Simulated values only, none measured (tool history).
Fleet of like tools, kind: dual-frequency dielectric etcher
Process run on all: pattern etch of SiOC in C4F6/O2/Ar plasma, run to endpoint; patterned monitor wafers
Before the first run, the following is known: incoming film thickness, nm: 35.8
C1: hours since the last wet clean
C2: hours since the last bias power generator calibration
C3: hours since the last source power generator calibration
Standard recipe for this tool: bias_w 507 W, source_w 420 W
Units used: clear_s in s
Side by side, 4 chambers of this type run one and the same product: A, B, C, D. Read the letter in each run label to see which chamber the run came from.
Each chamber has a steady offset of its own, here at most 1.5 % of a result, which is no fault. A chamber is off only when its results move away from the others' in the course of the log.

-- hour=1.3 chamber A: wet clean of the chamber
run 1D hour=6.2 | bias_w=507 source_w=420 | C1=278.6 C2=487.8 C3=3553.7 | clear_s=11.871
run 2B hour=16.1 | bias_w=507 source_w=420 | C1=404.7 C2=2957.5 C3=1938 | clear_s=11.7
run 3C hour=26.8 | bias_w=507 source_w=420 | C1=299.2 C2=2113.9 C3=426.4 | clear_s=11.649
run 4A hour=33.8 | bias_w=507 source_w=420 | C1=32.6 C2=1063.9 C3=2502.2 | clear_s=11.611
run 5A hour=43.1 | bias_w=507 source_w=420 | C1=41.9 C2=1073.2 C3=2511.5 | clear_s=11.554
run 6D hour=52.2 | bias_w=507 source_w=420 | C1=324.6 C2=533.8 C3=3599.7 | clear_s=11.76
run 7B hour=63.8 | bias_w=507 source_w=420 | C1=452.4 C2=3005.2 C3=1985.7 | clear_s=11.699
run 8C hour=71.2 | bias_w=507 source_w=420 | C1=343.6 C2=2158.3 C3=470.8 | clear_s=11.615
run 9A hour=78.6 | bias_w=507 source_w=420 | C1=77.4 C2=1108.7 C3=2547 | clear_s=11.626
run 10C hour=90.1 | bias_w=507 source_w=420 | C1=362.5 C2=2177.2 C3=489.7 | clear_s=11.72
run 11D hour=102 | bias_w=507 source_w=420 | C1=374.4 C2=583.6 C3=3649.5 | clear_s=11.833
run 12B hour=109.6 | bias_w=507 source_w=420 | C1=498.2 C2=3051 C3=2031.5 | clear_s=11.762
-- hour=109.9 chamber B: wet clean of the chamber
run 13A hour=120.9 | bias_w=507 source_w=420 | C1=119.7 C2=1151 C3=2589.3 | clear_s=11.76
run 14D hour=130.3 | bias_w=507 source_w=420 | C1=402.7 C2=611.9 C3=3677.8 | clear_s=11.77
run 15B hour=137.4 | bias_w=507 source_w=420 | C1=27.5 C2=3078.8 C3=2059.3 | clear_s=11.715
run 16C hour=149.5 | bias_w=455 source_w=460 | C1=421.9 C2=2236.6 C3=549.1 | clear_s=11.872
run 17D hour=155.4 | bias_w=455 source_w=460 | C1=427.8 C2=637 C3=3702.9 | clear_s=12.003
run 18C hour=161.4 | bias_w=455 source_w=460 | C1=433.8 C2=2248.5 C3=561 | clear_s=11.719
-- hour=163.3 chamber D: wet clean of the chamber
run 19A hour=172.5 | bias_w=455 source_w=460 | C1=171.3 C2=1202.6 C3=2640.9 | clear_s=11.741
run 20B hour=181.8 | bias_w=507 source_w=420 | C1=71.9 C2=3123.2 C3=2103.7 | clear_s=11.737
-- hour=185.2 chamber C: wet clean of the chamber
-- hour=189.9 chamber D: source power generator calibrated
run 21A hour=190.4 | bias_w=507 source_w=420 | C1=189.2 C2=1220.5 C3=2658.8 | clear_s=11.735
run 22B hour=202.3 | bias_w=442 source_w=360 | C1=92.4 C2=3143.7 C3=2124.2 | clear_s=13.012
run 23D hour=210 | bias_w=442 source_w=360 | C1=46.7 C2=691.6 C3=20.2 | clear_s=13.193
run 24C hour=220.3 | bias_w=442 source_w=360 | C1=35.2 C2=2307.4 C3=619.9 | clear_s=12.981
run 25D hour=231.5 | bias_w=442 source_w=360 | C1=68.2 C2=713.1 C3=41.7 | clear_s=13.054
run 26C hour=241.4 | bias_w=507 source_w=420 | C1=56.3 C2=2328.5 C3=641 | clear_s=11.599
run 27B hour=253.5 | bias_w=507 source_w=420 | C1=143.6 C2=3194.9 C3=2175.4 | clear_s=11.762
run 28A hour=264.1 | bias_w=507 source_w=420 | C1=262.9 C2=1294.2 C3=2732.5 | clear_s=11.495
run 29D hour=270.1 | bias_w=617 source_w=500 | C1=106.8 C2=751.7 C3=80.3 | clear_s=10.313
run 30B hour=281.3 | bias_w=617 source_w=500 | C1=171.4 C2=3222.7 C3=2203.2 | clear_s=10.323
run 31A hour=290.2 | bias_w=617 source_w=500 | C1=289 C2=1320.3 C3=2758.6 | clear_s=10.242
run 32C hour=300.5 | bias_w=617 source_w=500 | C1=115.4 C2=2387.6 C3=700.1 | clear_s=10.191
run 33D hour=306.2 | bias_w=507 source_w=420 | C1=142.9 C2=787.8 C3=116.4 | clear_s=11.897
run 34A hour=314.4 | bias_w=507 source_w=420 | C1=313.2 C2=1344.5 C3=2782.8 | clear_s=11.615
run 35C hour=326.6 | bias_w=507 source_w=420 | C1=141.5 C2=2413.7 C3=726.2 | clear_s=11.639
run 36B hour=337.9 | bias_w=507 source_w=420 | C1=228 C2=3279.3 C3=2259.8 | clear_s=11.625
run 37B hour=348.3 | bias_w=507 source_w=420 | C1=238.4 C2=3289.7 C3=2270.2 | clear_s=11.665
run 38A hour=354.7 | bias_w=507 source_w=420 | C1=353.5 C2=1384.8 C3=2823.1 | clear_s=11.643
-- hour=356.8 chamber A: wet clean of the chamber
run 39D hour=366.1 | bias_w=507 source_w=420 | C1=202.8 C2=847.7 C3=176.3 | clear_s=11.78
run 40C hour=373.8 | bias_w=507 source_w=420 | C1=188.7 C2=2460.9 C3=773.4 | clear_s=11.627
run 41A hour=382.6 | bias_w=507 source_w=420 | C1=25.8 C2=1412.7 C3=2851 | clear_s=11.753
run 42D hour=391.9 | bias_w=507 source_w=420 | C1=228.6 C2=873.5 C3=202.1 | clear_s=11.661
run 43B hour=402 | bias_w=507 source_w=420 | C1=292.1 C2=3343.4 C3=2323.9 | clear_s=11.597

For the next run the whole fleet of 4 chambers uses the same settings. Give each chamber's results:
run 44A hour=411.3 | bias_w=507 source_w=420 | clear_s=?
run 44B hour=411.3 | bias_w=507 source_w=420 | clear_s=?
run 44C hour=411.3 | bias_w=507 source_w=420 | clear_s=?
run 44D hour=411.3 | bias_w=507 source_w=420 | clear_s=?

run=44A clear_s=11.616
run=44B clear_s=11.544
run=44C clear_s=11.763
run=44D clear_s=11.954

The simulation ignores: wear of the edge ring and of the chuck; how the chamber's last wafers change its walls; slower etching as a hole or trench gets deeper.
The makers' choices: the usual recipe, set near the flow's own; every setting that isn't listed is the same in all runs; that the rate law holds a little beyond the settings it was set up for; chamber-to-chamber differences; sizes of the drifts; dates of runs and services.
